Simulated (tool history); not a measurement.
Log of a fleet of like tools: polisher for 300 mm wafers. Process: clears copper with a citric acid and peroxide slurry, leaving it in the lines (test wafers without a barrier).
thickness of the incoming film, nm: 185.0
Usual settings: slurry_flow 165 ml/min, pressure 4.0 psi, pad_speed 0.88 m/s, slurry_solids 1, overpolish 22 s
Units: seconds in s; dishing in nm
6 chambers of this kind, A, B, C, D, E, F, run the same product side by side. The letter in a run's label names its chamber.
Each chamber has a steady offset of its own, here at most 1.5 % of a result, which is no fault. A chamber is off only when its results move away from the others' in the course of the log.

{"run": "1E", "hour": 10.8, "slurry_flow": 165, "pressure": 4.0, "pad_speed": 0.88, "slurry_solids": 1, "overpolish": 22, "seconds": 80.211, "dishing": 35.738}
{"run": "2D", "hour": 18.0, "slurry_flow": 165, "pressure": 4.0, "pad_speed": 0.88, "slurry_solids": 1, "overpolish": 22, "seconds": 83.333, "dishing": 37.606}
{"run": "3C", "hour": 26.4, "slurry_flow": 165, "pressure": 4.0, "pad_speed": 0.88, "slurry_solids": 1, "overpolish": 22, "seconds": 81.608, "dishing": 37.212}
{"hour": 34.8, "done": "chamber A: head pressure recalibrated"}
{"run": "4A", "hour": 35.7, "slurry_flow": 165, "pressure": 4.0, "pad_speed": 0.88, "slurry_solids": 1, "overpolish": 22, "seconds": 83.104, "dishing": 36.081}
{"run": "5B", "hour": 44.4, "slurry_flow": 165, "pressure": 4.0, "pad_speed": 0.88, "slurry_solids": 1, "overpolish": 22, "seconds": 80.434, "dishing": 36.335}
{"hour": 46.3, "done": "chamber F: slurry blender recalibrated"}
{"hour": 48.1, "done": "chamber E: worn pad replaced by a new one"}
{"run": "6F", "hour": 51.6, "slurry_flow": 165, "pressure": 4.0, "pad_speed": 0.88, "slurry_solids": 1, "overpolish": 22, "seconds": 83.87, "dishing": 36.38}
{"run": "7D", "hour": 56.6, "slurry_flow": 165, "pressure": 4.0, "pad_speed": 0.88, "slurry_solids": 1, "overpolish": 22, "seconds": 81.513, "dishing": 36.24}
{"hour": 61.8, "done": "chamber C: worn pad replaced by a new one"}
{"hour": 63.0, "done": "chamber F: worn pad replaced by a new one"}
{"run": "8A", "hour": 65.7, "slurry_flow": 165, "pressure": 4.0, "pad_speed": 0.88, "slurry_solids": 1, "overpolish": 22, "seconds": 83.548, "dishing": 36.071}
{"hour": 69.1, "done": "chamber E: slurry blender recalibrated"}
{"hour": 69.5, "done": "chamber B: worn pad replaced by a new one"}
{"run": "9C", "hour": 72.0, "slurry_flow": 165, "pressure": 4.0, "pad_speed": 0.88, "slurry_solids": 1, "overpolish": 22, "seconds": 81.023, "dishing": 37.102}
{"hour": 79.1, "done": "chamber F: head pressure recalibrated"}
{"run": "10E", "hour": 82.2, "slurry_flow": 165, "pressure": 4.0, "pad_speed": 0.88, "slurry_solids": 1, "overpolish": 22, "seconds": 80.976, "dishing": 36.332}
{"run": "11F", "hour": 93.6, "slurry_flow": 165, "pressure": 4.0, "pad_speed": 0.88, "slurry_solids": 1, "overpolish": 22, "seconds": 79.759, "dishing": 36.861}
{"run": "12B", "hour": 98.9, "slurry_flow": 165, "pressure": 4.5, "pad_speed": 0.88, "slurry_solids": 1, "overpolish": 22, "seconds": 72.446, "dishing": 39.942}
{"hour": 109.6, "done": "chamber E: slurry nozzle cleaned"}
{"run": "13C", "hour": 110.1, "slurry_flow": 165, "pressure": 4.5, "pad_speed": 0.88, "slurry_solids": 1, "overpolish": 22, "seconds": 69.814, "dishing": 40.471}
{"hour": 117.9, "done": "chamber B: slurry blender recalibrated"}
{"run": "14B", "hour": 121.4, "slurry_flow": 165, "pressure": 4.5, "pad_speed": 0.88, "slurry_solids": 1, "overpolish": 22, "seconds": 73.304, "dishing": 41.359}
{"hour": 128.5, "done": "chamber A: worn pad replaced by a new one"}
{"hour": 129.7, "done": "chamber D: worn pad replaced by a new one"}
{"run": "15F", "hour": 130.1, "slurry_flow": 165, "pressure": 4.5, "pad_speed": 0.88, "slurry_solids": 1, "overpolish": 22, "seconds": 69.001, "dishing": 41.229}
{"run": "16A", "hour": 136.6, "slurry_flow": 165, "pressure": 4.5, "pad_speed": 0.88, "slurry_solids": 1, "overpolish": 22, "seconds": 72.593, "dishing": 40.292}
{"hour": 140.9, "done": "chamber A: slurry blender recalibrated"}
{"run": "17D", "hour": 144.6, "slurry_flow": 165, "pressure": 4.5, "pad_speed": 0.88, "slurry_solids": 1, "overpolish": 22, "seconds": 72.934, "dishing": 39.564}
{"hour": 147.4, "done": "chamber E: worn pad replaced by a new one"}
{"hour": 150.7, "done": "chamber C: worn pad replaced by a new one"}
{"hour": 151.5, "done": "chamber F: worn pad replaced by a new one"}
{"run": "18E", "hour": 152.1, "slurry_flow": 165, "pressure": 4.0, "pad_speed": 0.88, "slurry_solids": 1, "overpolish": 22, "seconds": 80.479, "dishing": 36.524}
{"hour": 160.2, "done": "chamber D: slurry nozzle cleaned"}
{"run": "19B", "hour": 161.4, "slurry_flow": 165, "pressure": 4.0, "pad_speed": 0.88, "slurry_solids": 1, "overpolish": 22, "seconds": 81.564, "dishing": 36.009}
{"hour": 164.1, "done": "chamber B: worn pad replaced by a new one"}
{"run": "20D", "hour": 172.5, "slurry_flow": 165, "pressure": 4.0, "pad_speed": 0.88, "slurry_solids": 1, "overpolish": 22, "seconds": 83.002, "dishing": 36.447}
{"run": "21E", "hour": 181.1, "slurry_flow": 165, "pressure": 4.0, "pad_speed": 0.88, "slurry_solids": 1, "overpolish": 22, "seconds": 77.6, "dishing": 37.741}
{"run": "22C", "hour": 192.5, "slurry_flow": 165, "pressure": 4.0, "pad_speed": 0.88, "slurry_solids": 1, "overpolish": 22, "seconds": 79.32, "dishing": 36.32}
{"run": "23A", "hour": 202.3, "slurry_flow": 165, "pressure": 4.0, "pad_speed": 0.88, "slurry_solids": 1, "overpolish": 22, "seconds": 82.987, "dishing": 36.387}
{"hour": 204.8, "done": "chamber A: slurry nozzle cleaned"}
{"run": "24F", "hour": 212.4, "slurry_flow": 165, "pressure": 4.0, "pad_speed": 0.88, "slurry_solids": 1, "overpolish": 22, "seconds": 80.586, "dishing": 37.096}
{"hour": 217.6, "done": "chamber F: slurry blender recalibrated"}
{"run": "25C", "hour": 219.7, "slurry_flow": 165, "pressure": 4.0, "pad_speed": 0.88, "slurry_solids": 1, "overpolish": 22, "seconds": 81.444, "dishing": 37.344}
{"run": "26B", "hour": 226.6, "slurry_flow": 165, "pressure": 4.0, "pad_speed": 0.88, "slurry_solids": 1, "overpolish": 22, "seconds": 80.14, "dishing": 35.088}
{"hour": 235.4, "done": "chamber B: slurry nozzle cleaned"}
{"run": "27E", "hour": 237.4, "slurry_flow": 165, "pressure": 4.0, "pad_speed": 0.88, "slurry_solids": 1, "overpolish": 22, "seconds": 82.588, "dishing": 37.309}
{"hour": 242.2, "done": "chamber E: slurry blender recalibrated"}
{"hour": 244.7, "done": "chamber D: slurry blender recalibrated"}
{"run": "28D", "hour": 244.8, "slurry_flow": 165, "pressure": 4.0, "pad_speed": 0.88, "slurry_solids": 1, "overpolish": 22, "seconds": 79.428, "dishing": 37.243}
{"hour": 251.8, "done": "chamber C: worn pad replaced by a new one"}
{"hour": 253.6, "done": "chamber F: worn pad replaced by a new one"}
{"run": "29A", "hour": 254.7, "slurry_flow": 165, "pressure": 4.0, "pad_speed": 0.88, "slurry_solids": 1, "overpolish": 22, "seconds": 81.18, "dishing": 36.03}
{"hour": 260.8, "done": "chamber E: worn pad replaced by a new one"}
{"run": "30F", "hour": 262.2, "slurry_flow": 165, "pressure": 4.0, "pad_speed": 0.88, "slurry_solids": 1, "overpolish": 22, "seconds": 80.4, "dishing": 36.244}
{"hour": 263.5, "done": "chamber D: worn pad replaced by a new one"}
{"hour": 266.1, "done": "chamber B: slurry blender recalibrated"}
{"hour": 268.3, "done": "chamber C: slurry nozzle cleaned"}
{"hour": 271.2, "done": "chamber B: worn pad replaced by a new one"}
{"run": "31D", "hour": 272.4, "slurry_flow": 165, "pressure": 4.0, "pad_speed": 0.88, "slurry_solids": 1, "overpolish": 22, "seconds": 84.72, "dishing": 37.382}
{"run": "32F", "hour": 278.2, "slurry_flow": 190, "pressure": 4.0, "pad_speed": 0.78, "slurry_solids": 1, "overpolish": 22, "seconds": 89.776, "dishing": 32.263}
{"run": "33B", "hour": 285.5, "slurry_flow": 190, "pressure": 4.0, "pad_speed": 0.78, "slurry_solids": 1, "overpolish": 22, "seconds": 90.705, "dishing": 33.001}
{"run": "34A", "hour": 290.4, "slurry_flow": 190, "pressure": 4.0, "pad_speed": 0.78, "slurry_solids": 1, "overpolish": 22, "seconds": 92.314, "dishing": 33.014}
{"hour": 293.4, "done": "chamber A: worn pad replaced by a new one"}
{"hour": 299.2, "done": "chamber F: slurry nozzle cleaned"}
{"run": "35C", "hour": 300.9, "slurry_flow": 190, "pressure": 4.0, "pad_speed": 0.78, "slurry_solids": 1, "overpolish": 22, "seconds": 88.122, "dishing": 34.07}
{"run": "36E", "hour": 308.1, "slurry_flow": 190, "pressure": 4.0, "pad_speed": 0.78, "slurry_solids": 1, "overpolish": 22, "seconds": 88.985, "dishing": 33.582}
{"run": "37A", "hour": 315.4, "slurry_flow": 190, "pressure": 4.0, "pad_speed": 0.78, "slurry_solids": 1, "overpolish": 22, "seconds": 89.712, "dishing": 32.988}
{"run": "38E", "hour": 324.4, "slurry_flow": 165, "pressure": 5.0, "pad_speed": 0.88, "slurry_solids": 1, "overpolish": 35, "seconds": 66.033, "dishing": 68.337}
{"hour": 324.7, "done": "chamber C: slurry blender recalibrated"}
{"run": "39B", "hour": 334.7, "slurry_flow": 165, "pressure": 5.0, "pad_speed": 0.88, "slurry_solids": 1, "overpolish": 35, "seconds": 64.723, "dishing": 64.118}
{"hour": 344.8, "done": "chamber C: worn pad replaced by a new one"}
{"run": "40F", "hour": 345.8, "slurry_flow": 165, "pressure": 5.0, "pad_speed": 0.88, "slurry_solids": 1, "overpolish": 35, "seconds": 65.635, "dishing": 66.921}
{"run": "41C", "hour": 353.3, "slurry_flow": 165, "pressure": 5.0, "pad_speed": 0.88, "slurry_solids": 1, "overpolish": 35, "seconds": 66.44, "dishing": 68.438}
{"hour": 359.8, "done": "chamber D: head pressure recalibrated"}
{"run": "42D", "hour": 363.2, "slurry_flow": 165, "pressure": 5.0, "pad_speed": 0.88, "slurry_solids": 1, "overpolish": 35, "seconds": 66.171, "dishing": 64.866}
{"run": "43A", "hour": 370.6, "slurry_flow": 165, "pressure": 5.0, "pad_speed": 0.88, "slurry_solids": 1, "overpolish": 35, "seconds": 66.514, "dishing": 66.003}

Next, every chamber runs the same settings. What will each give?
{"run": "44A", "hour": 378.8, "slurry_flow": 165, "pressure": 4.0, "pad_speed": 0.88, "slurry_solids": 1, "overpolish": 22, "seconds": "?", "dishing": "?"}
{"run": "44B", "hour": 378.8, "slurry_flow": 165, "pressure": 4.0, "pad_speed": 0.88, "slurry_solids": 1, "overpolish": 22, "seconds": "?", "dishing": "?"}
{"run": "44C", "hour": 378.8, "slurry_flow": 165, "pressure": 4.0, "pad_speed": 0.88, "slurry_solids": 1, "overpolish": 22, "seconds": "?", "dishing": "?"}
{"run": "44D", "hour": 378.8, "slurry_flow": 165, "pressure": 4.0, "pad_speed": 0.88, "slurry_solids": 1, "overpolish": 22, "seconds": "?", "dishing": "?"}
{"run": "44E", "hour": 378.8, "slurry_flow": 165, "pressure": 4.0, "pad_speed": 0.88, "slurry_solids": 1, "overpolish": 22, "seconds": "?", "dishing": "?"}
{"run": "44F", "hour": 378.8, "slurry_flow": 165, "pressure": 4.0, "pad_speed": 0.88, "slurry_solids": 1, "overpolish": 22, "seconds": "?", "dishing": "?"}

run=44A seconds=80.466 dishing=37.347
run=44B seconds=82.560 dishing=36.050
run=44C seconds=83.840 dishing=36.371
run=44D seconds=79.756 dishing=35.953
run=44E seconds=80.746 dishing=36.373
run=44F seconds=82.622 dishing=35.570
